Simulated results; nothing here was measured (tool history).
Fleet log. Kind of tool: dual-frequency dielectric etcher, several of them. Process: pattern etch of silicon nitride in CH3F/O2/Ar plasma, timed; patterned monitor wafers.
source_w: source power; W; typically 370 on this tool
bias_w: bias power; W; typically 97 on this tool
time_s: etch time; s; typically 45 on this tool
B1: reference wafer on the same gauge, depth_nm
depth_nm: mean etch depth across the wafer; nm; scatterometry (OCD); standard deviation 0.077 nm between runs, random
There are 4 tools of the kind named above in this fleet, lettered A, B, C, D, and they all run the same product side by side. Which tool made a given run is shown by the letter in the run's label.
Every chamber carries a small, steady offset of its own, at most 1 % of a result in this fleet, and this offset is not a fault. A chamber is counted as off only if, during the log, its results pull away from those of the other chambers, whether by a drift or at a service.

{"run": "1D", "day": 0.238, "source_w": 370, "bias_w": 97, "time_s": 45, "B1": 40.695, "depth_nm": 33.958}
{"run": "2B", "day": 0.546, "source_w": 370, "bias_w": 97, "time_s": 45, "B1": 40.685, "depth_nm": 34.172}
{"run": "3A", "day": 0.754, "source_w": 370, "bias_w": 97, "time_s": 45, "B1": 40.715, "depth_nm": 33.998}
{"run": "4C", "day": 1.192, "source_w": 370, "bias_w": 97, "time_s": 45, "B1": 40.69, "depth_nm": 34.016}
{"run": "5A", "day": 1.621, "source_w": 370, "bias_w": 77, "time_s": 52, "B1": 40.693, "depth_nm": 36.106}
{"run": "6C", "day": 1.95, "source_w": 370, "bias_w": 77, "time_s": 52, "B1": 40.714, "depth_nm": 36.385}
{"run": "7B", "day": 2.367, "source_w": 370, "bias_w": 77, "time_s": 52, "B1": 40.69, "depth_nm": 36.285}
{"run": "8D", "day": 2.562, "source_w": 370, "bias_w": 77, "time_s": 52, "B1": 40.694, "depth_nm": 36.296}
{"run": "9C", "day": 2.95, "source_w": 370, "bias_w": 97, "time_s": 45, "B1": 40.686, "depth_nm": 34.1}
{"day": 3.204, "done": "chamber B: source power generator calibrated"}
{"run": "10D", "day": 3.229, "source_w": 370, "bias_w": 97, "time_s": 45, "B1": 40.716, "depth_nm": 33.943}
{"run": "11B", "day": 3.438, "source_w": 370, "bias_w": 97, "time_s": 45, "B1": 40.715, "depth_nm": 34.217}
{"run": "12A", "day": 3.704, "source_w": 370, "bias_w": 97, "time_s": 45, "B1": 40.695, "depth_nm": 33.983}
{"run": "13D", "day": 3.933, "source_w": 370, "bias_w": 97, "time_s": 45, "B1": 40.7, "depth_nm": 33.855}
{"run": "14B", "day": 4.208, "source_w": 370, "bias_w": 79, "time_s": 45, "B1": 40.711, "depth_nm": 31.671}
{"run": "15C", "day": 4.575, "source_w": 370, "bias_w": 79, "time_s": 45, "B1": 40.704, "depth_nm": 31.811}
{"run": "16A", "day": 4.971, "source_w": 370, "bias_w": 79, "time_s": 45, "B1": 40.684, "depth_nm": 31.525}
{"run": "17A", "day": 5.308, "source_w": 370, "bias_w": 79, "time_s": 45, "B1": 40.702, "depth_nm": 31.53}
{"run": "18D", "day": 5.529, "source_w": 370, "bias_w": 97, "time_s": 45, "B1": 40.704, "depth_nm": 33.687}
{"run": "19C", "day": 5.85, "source_w": 370, "bias_w": 97, "time_s": 45, "B1": 40.699, "depth_nm": 34.036}
{"run": "20B", "day": 6.192, "source_w": 370, "bias_w": 97, "time_s": 34.5, "B1": 40.708, "depth_nm": 26.195}
{"run": "21C", "day": 6.621, "source_w": 370, "bias_w": 97, "time_s": 34.5, "B1": 40.707, "depth_nm": 26.282}
{"run": "22B", "day": 6.883, "source_w": 370, "bias_w": 97, "time_s": 34.5, "B1": 40.709, "depth_nm": 26.103}
{"run": "23A", "day": 7.279, "source_w": 370, "bias_w": 97, "time_s": 34.5, "B1": 40.697, "depth_nm": 26.033}
{"run": "24D", "day": 7.542, "source_w": 370, "bias_w": 97, "time_s": 45, "B1": 40.685, "depth_nm": 33.54}
{"day": 7.633, "done": "chamber A: wet clean of the chamber"}
{"run": "25A", "day": 7.821, "source_w": 300, "bias_w": 97, "time_s": 45, "B1": 40.695, "depth_nm": 31.242}
{"run": "26B", "day": 8.162, "source_w": 300, "bias_w": 97, "time_s": 45, "B1": 40.7, "depth_nm": 31.662}
{"run": "27D", "day": 8.396, "source_w": 300, "bias_w": 97, "time_s": 45, "B1": 40.696, "depth_nm": 31.135}
{"run": "28C", "day": 8.621, "source_w": 300, "bias_w": 97, "time_s": 45, "B1": 40.686, "depth_nm": 31.549}
{"day": 8.65, "done": "chamber C: wet clean of the chamber"}
{"run": "29A", "day": 8.9, "source_w": 370, "bias_w": 97, "time_s": 45, "B1": 40.717, "depth_nm": 33.995}
{"run": "30B", "day": 9.154, "source_w": 370, "bias_w": 97, "time_s": 45, "B1": 40.682, "depth_nm": 34.252}
{"run": "31C", "day": 9.567, "source_w": 370, "bias_w": 97, "time_s": 45, "B1": 40.716, "depth_nm": 34.096}

Is one chamber off against the others, does the gauge drift, or is nothing wrong? If a chamber is off, say which, and what the likeliest cause is.

One chamber, D, drifts off from the rest bit by bit.
Likeliest cause: etch rate under this chamber's usual, % = 1.43.
With only this log, it may be confused with: source power that arrives under what is set, %; bias power that arrives under what is set, %.

Which of the 4 candidates below, each the usual settings with something changed and its results left as question marks, puts chamber D back in line with what the other chambers give on the usual settings?
Maximum distance from the other chambers' mean on the usual settings for a result to count as in line: depth_nm 0.27 nm
{"run": "32D-1", "day": 9.879, "source_w": 370, "bias_w": 96, "time_s": 45, "depth_nm": "?"}
{"run": "32D-2", "day": 9.879, "source_w": 370, "bias_w": 98, "time_s": 45, "depth_nm": "?"}
{"run": "32D-3", "day": 9.879, "source_w": 390, "bias_w": 97, "time_s": 45, "depth_nm": "?"}
{"run": "32D-4", "day": 9.879, "source_w": 350, "bias_w": 97, "time_s": 45, "depth_nm": "?"}

Other chambers, usual settings, mean: depth_nm 34.065 nm
run=32D-1 depth_nm=33.302
run=32D-2 depth_nm=33.558
run=32D-3 depth_nm=34.087
run=32D-4 depth_nm=32.752
32D-3 is the one that brings the chamber's results back in line with the other chambers.
